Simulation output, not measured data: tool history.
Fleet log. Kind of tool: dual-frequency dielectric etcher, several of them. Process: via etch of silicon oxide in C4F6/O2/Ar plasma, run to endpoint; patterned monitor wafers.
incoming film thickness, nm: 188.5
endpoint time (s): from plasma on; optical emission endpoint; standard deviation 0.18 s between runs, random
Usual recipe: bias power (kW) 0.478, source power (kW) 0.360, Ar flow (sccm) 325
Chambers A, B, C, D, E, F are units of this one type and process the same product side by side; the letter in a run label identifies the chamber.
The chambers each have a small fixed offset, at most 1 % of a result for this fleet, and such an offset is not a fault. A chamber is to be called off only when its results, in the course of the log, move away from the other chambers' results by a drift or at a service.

run   hour  bias power (kW)  source power (kW)  Ar flow (sccm)  hours since the last wet clean  hours since the last bias power generator calibration  hours since the last source power generator calibration  hours since the last Ar flow controller change  endpoint time (s)
 1A    4.0            0.478              0.360             325                           140.3                                                 3890.5                                                   1145.8                                          1079.4             44.090
 2C   10.0            0.478              0.360             325                           271.8                                                 2677.8                                                   1613.4                                          2100.7             44.634
 3B   17.8            0.478              0.360             325                           174.5                                                 2671.8                                                    620.8                                          1127.9             43.832
      19.2  -- chamber F: wet clean of the chamber
 4E   24.4            0.478              0.360             325                           240.9                                                  805.4                                                   1038.3                                          2533.6             44.729
 5F   29.0            0.478              0.360             325                             9.9                                                 1542.8                                                    542.6                                          3331.2             44.538
 6D   33.9            0.478              0.360             325                           469.9                                                  693.5                                                    243.7                                          2038.0             44.641
 7C   42.4            0.541              0.360             325                           304.2                                                 2710.2                                                   1645.8                                          2133.1             42.363
 8B   47.6            0.541              0.360             325                           204.3                                                 2701.6                                                    650.6                                          1157.7             42.123
 9F   56.0            0.541              0.360             325                            36.9                                                 1569.8                                                    569.6                                          3358.2             42.666
10E   60.4            0.541              0.360             325                           276.9                                                  841.4                                                   1074.3                                          2569.6             42.528
11A   64.6            0.541              0.360             325                           200.9                                                 3951.1                                                   1206.4                                          1140.0             42.012
12D   71.7            0.541              0.360             325                           507.7                                                  731.3                                                    281.5                                          2075.8             42.252
13E   76.5            0.478              0.360             325                           293.0                                                  857.5                                                   1090.4                                          2585.7             44.562
14A   83.5            0.478              0.360             325                           219.8                                                 3970.0                                                   1225.3                                          1158.9             43.949
15D   91.0            0.478              0.360             325                           527.0                                                  750.6                                                    300.8                                          2095.1             44.288
16F   95.7            0.478              0.360             325                            76.6                                                 1609.5                                                    609.3                                          3397.9             44.500
17B  101.4            0.478              0.360             325                           258.1                                                 2755.4                                                    704.4                                          1211.5             44.402
18C  106.8            0.478              0.360             325                           368.6                                                 2774.6                                                   1710.2                                          2197.5             44.596
19C  114.5            0.478              0.360             325                           376.3                                                 2782.3                                                   1717.9                                          2205.2             44.351
20B  122.7            0.478              0.360             325                           279.4                                                 2776.7                                                    725.7                                          1232.8             44.823
     124.3  -- chamber D: wet clean of the chamber
21A  127.4            0.478              0.360             325                           263.7                                                 4013.9                                                   1269.2                                          1202.8             43.776
22D  131.3            0.478              0.360             325                             7.1                                                  790.9                                                    341.1                                          2135.4             44.213
23F  139.4            0.478              0.360             325                           120.3                                                 1653.2                                                    653.0                                          3441.6             44.577
24E  143.3            0.478              0.360             325                           359.8                                                  924.3                                                   1157.2                                          2652.5             44.775
25A  148.5            0.478              0.360             325                           284.8                                                 4035.0                                                   1290.3                                          1223.9             43.863
     149.7  -- chamber E: Ar flow controller replaced
26D  154.5            0.478              0.360             325                            30.3                                                  814.1                                                    364.3                                          2158.6             44.169
27F  161.4            0.478              0.360             325                           142.3                                                 1675.2                                                    675.0                                          3463.6             44.760
28B  166.2            0.478              0.360             325                           322.9                                                 2820.2                                                    769.2                                          1276.3             45.360
29C  174.4            0.478              0.360             325                           436.2                                                 2842.2                                                   1777.8                                          2265.1             44.644
30E  181.6            0.478              0.360             325                           398.1                                                  962.6                                                   1195.5                                            32.0             44.466
31B  188.7            0.518              0.390             325                           345.4                                                 2842.7                                                    791.7                                          1298.8             42.899
32D  193.6            0.518              0.390             325                            69.4                                                  853.2                                                    403.4                                          2197.7             41.932
33F  198.8            0.518              0.390             325                           179.7                                                 1712.6                                                    712.4                                          3501.0             41.901
34C  205.8            0.518              0.390             325                           467.6                                                 2873.6                                                   1809.2                                          2296.5             41.774
35E  210.5            0.518              0.390             325                           427.0                                                  991.5                                                   1224.4                                            60.9             42.009
36A  214.4            0.518              0.390             325                           350.7                                                 4100.9                                                   1356.2                                          1289.8             41.418
37F  218.9            0.478              0.360             325                           199.8                                                 1732.7                                                    732.5                                          3521.1             44.363
38B  224.5            0.478              0.360             325                           381.2                                                 2878.5                                                    827.5                                          1334.6             45.723
39A  230.4            0.478              0.360             325                           366.7                                                 4116.9                                                   1372.2                                          1305.8             43.775
40D  236.9            0.478              0.360             325                           112.7                                                  896.5                                                    446.7                                          2241.0             43.996
41C  241.7            0.478              0.360             325                           503.5                                                 2909.5                                                   1845.1                                          2332.4             44.405
42E  247.3            0.478              0.280             325                           463.8                                                 1028.3                                                   1261.2                                            97.7             49.045
     250.6  -- chamber F: bias power generator calibrated
     251.1  -- chamber C: wet clean of the chamber
43F  255.7            0.478              0.280             325                           236.6                                                    5.1                                                    769.3                                          3557.9             49.175
44C  263.2            0.478              0.280             325                            12.1                                                 2931.0                                                   1866.6                                          2353.9             49.038

One chamber off, gauge drift, or nothing amiss beyond the chambers' own small offsets? If it is a chamber, which one, and what is the likeliest cause?

One chamber, B, drifts off from the rest bit by bit.
Cause: etch rate under this chamber's usual, % = 4.99.

Here are 4 candidates for chamber B's next run, each the usual settings with a change, their results left as question marks. Which one brings its results back in line with what the others give on the usual settings?
In line here means within this much of the mean the other chambers give on the usual settings: endpoint time (s) 0.630
45B-1  269.5            0.526              0.400             315                                                                                                                                                                                                                  ?
45B-2  269.5            0.450              0.340             331                                                                                                                                                                                                                  ?
45B-3  269.5            0.478              0.300             341                                                                                                                                                                                                                  ?
45B-4  269.5            0.478              0.410             325                                                                                                                                                                                                                  ?

On the usual settings, the other chambers give on average: endpoint time (s) 44.348
  run  endpoint time (s)
45B-1             42.944
45B-2             48.681
45B-3             50.037
45B-4             44.271
Change 45B-4 lands the chamber within the allowed miss of the other chambers.

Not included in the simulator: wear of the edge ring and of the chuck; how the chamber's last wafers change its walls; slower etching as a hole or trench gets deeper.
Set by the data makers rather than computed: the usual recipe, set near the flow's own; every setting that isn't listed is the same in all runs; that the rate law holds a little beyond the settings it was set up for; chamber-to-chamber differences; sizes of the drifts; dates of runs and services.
